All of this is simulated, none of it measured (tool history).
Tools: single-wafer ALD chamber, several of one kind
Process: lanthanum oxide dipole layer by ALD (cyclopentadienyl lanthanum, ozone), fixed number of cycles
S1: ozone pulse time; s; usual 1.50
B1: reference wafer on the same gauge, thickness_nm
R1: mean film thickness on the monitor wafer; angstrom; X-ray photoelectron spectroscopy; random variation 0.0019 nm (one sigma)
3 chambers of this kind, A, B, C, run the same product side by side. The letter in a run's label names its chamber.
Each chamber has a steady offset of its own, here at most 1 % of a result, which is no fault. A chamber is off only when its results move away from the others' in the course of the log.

run	day	S1	B1	R1
1B	0.554	1.50	0.47557	5.4505
2C	0.929	1.50	0.47625	5.5074
3A	1.221	1.50	0.47618	5.4393
4A	1.521	1.50	0.47630	5.4206
5B	2.008	1.50	0.47586	5.4943
6C	2.333	1.50	0.47626	5.4797
# day 2.408: chamber B: thermocouple changed; heater temperature recalibrated
# day 2.625: chamber A: thermocouple changed; heater temperature recalibrated
7C	2.625	1.50	0.47603	5.4919
8A	3.146	1.50	0.47613	5.4921
9B	3.675	1.50	0.47599	5.5079
10C	4.188	1.92	0.47577	5.6524
11A	4.592	1.92	0.47585	5.5878
12B	5.008	1.92	0.47584	5.6451
13C	5.479	1.50	0.47597	5.4945
14A	5.729	1.50	0.47622	5.4488
15B	6.183	2.08	0.47624	5.6673
16B	6.612	2.08	0.47626	5.7086
17A	7.038	2.08	0.47613	5.6889
18C	7.371	1.50	0.47602	5.5087
19A	7.758	1.50	0.47619	5.4632
20B	8.271	1.50	0.47624	5.4767
21C	8.583	1.50	0.47663	5.4984
22C	8.946	1.50	0.47572	5.5117
23A	9.350	1.50	0.47621	5.4345
24B	9.592	1.50	0.47574	5.4915
25B	9.921	1.50	0.47585	5.5341
26A	10.471	1.50	0.47591	5.4519

Next, every chamber runs the same settings. What will each give?
27A	10.875	2.02		?
27B	10.875	2.02		?
27C	10.875	2.02		?

run	R1
27A	5.6034
27B	5.6743
27C	5.7054
